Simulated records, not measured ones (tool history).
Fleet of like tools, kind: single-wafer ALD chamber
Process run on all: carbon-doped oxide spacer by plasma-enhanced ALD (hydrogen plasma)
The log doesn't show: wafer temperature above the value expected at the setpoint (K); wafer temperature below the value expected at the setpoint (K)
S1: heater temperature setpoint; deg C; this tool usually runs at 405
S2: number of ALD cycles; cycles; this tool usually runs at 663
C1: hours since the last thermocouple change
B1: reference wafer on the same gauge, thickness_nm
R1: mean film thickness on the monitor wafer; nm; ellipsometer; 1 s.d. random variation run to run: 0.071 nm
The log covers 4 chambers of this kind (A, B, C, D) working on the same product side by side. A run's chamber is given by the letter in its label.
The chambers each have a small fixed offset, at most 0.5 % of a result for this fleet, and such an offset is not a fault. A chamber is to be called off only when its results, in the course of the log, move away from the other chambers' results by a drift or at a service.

| run | hour | S1 | S2 | C1 | B1 | R1 |
|---|---|---|---|---|---|---|
| 1C | 5.7 | 405 | 663 | 843.6 | 29.289 | 32.825 |
| 2D | 11.1 | 405 | 663 | 453.1 | 29.296 | 32.548 |
| 3A | 16.7 | 405 | 663 | 1970.8 | 29.31 | 32.611 |
| 4B | 22.1 | 405 | 663 | 176.8 | 29.309 | 32.634 |
| 5D | 25.4 | 405 | 663 | 467.4 | 29.305 | 32.627 |
| 6A | 31 | 405 | 663 | 1985.1 | 29.3 | 32.49 |
| 7C | 36.8 | 405 | 663 | 874.7 | 29.314 | 32.821 |
| 8B | 42.9 | 405 | 663 | 197.6 | 29.31 | 32.672 |
| 9B | 48.4 | 412 | 572 | 203.1 | 29.298 | 27.616 |
| 10A | 52.6 | 412 | 572 | 2006.7 | 29.305 | 27.586 |
| 11D | 55.6 | 412 | 572 | 497.6 | 29.288 | 27.452 |
| 12C | 59.1 | 412 | 572 | 897 | 29.296 | 27.726 |
|  | 63.7 | chamber A: thermocouple changed; heater temperature recalibrated |
| 13C | 65.1 | 405 | 663 | 903 | 29.303 | 32.785 |
| 14B | 71 | 405 | 663 | 225.7 | 29.275 | 32.562 |
| 15D | 77.3 | 405 | 663 | 519.3 | 29.291 | 32.563 |
| 16A | 83.4 | 405 | 663 | 19.8 | 29.289 | 31.871 |
| 17A | 89.7 | 396 | 547 | 26.1 | 29.307 | 27.25 |
| 18B | 93.9 | 396 | 547 | 248.6 | 29.293 | 27.392 |
| 19D | 97.4 | 396 | 547 | 539.4 | 29.3 | 27.246 |
| 20C | 100.5 | 396 | 547 | 938.4 | 29.312 | 27.394 |
| 21A | 105.8 | 405 | 663 | 42.2 | 29.306 | 32.01 |
| 22C | 111.7 | 405 | 663 | 949.6 | 29.297 | 32.72 |
| 23D | 117.3 | 405 | 663 | 559.3 | 29.295 | 32.608 |
| 24B | 121 | 405 | 663 | 275.7 | 29.292 | 32.736 |
| 25A | 126.7 | 400 | 719 | 63.1 | 29.292 | 35.334 |
| 26C | 131.2 | 400 | 719 | 969.1 | 29.288 | 36.126 |
| 27B | 136.8 | 400 | 719 | 291.5 | 29.289 | 35.995 |
| 28D | 141.1 | 400 | 719 | 583.1 | 29.301 | 35.925 |
| 29D | 144.7 | 400 | 663 | 586.7 | 29.282 | 33.151 |
| 30A | 149.4 | 400 | 663 | 85.8 | 29.28 | 32.493 |
| 31B | 153.8 | 400 | 663 | 308.5 | 29.297 | 33.206 |
| 32C | 159.3 | 400 | 663 | 997.2 | 29.3 | 33.428 |
| 33A | 162.6 | 405 | 775 | 99 | 29.285 | 37.307 |
| 34B | 168.5 | 405 | 775 | 323.2 | 29.31 | 38.336 |
| 35C | 172.9 | 405 | 775 | 1010.8 | 29.291 | 38.303 |
| 36D | 176.7 | 405 | 775 | 618.7 | 29.315 | 38.09 |
| 37D | 181.7 | 405 | 663 | 623.7 | 29.294 | 32.459 |
| 38B | 185.8 | 399 | 748 | 340.5 | 29.309 | 37.619 |

All chambers now run identical settings, listed one chamber a line with results as question marks. What results will each chamber show?
| 39A | 190.3 | 405 | 663 |  |  | ? |
| 39B | 190.3 | 405 | 663 |  |  | ? |
| 39C | 190.3 | 405 | 663 |  |  | ? |
| 39D | 190.3 | 405 | 663 |  |  | ? |

| run | R1 |
|---|---|
| 39A | 31.94 |
| 39B | 32.597 |
| 39C | 32.755 |
| 39D | 32.714 |
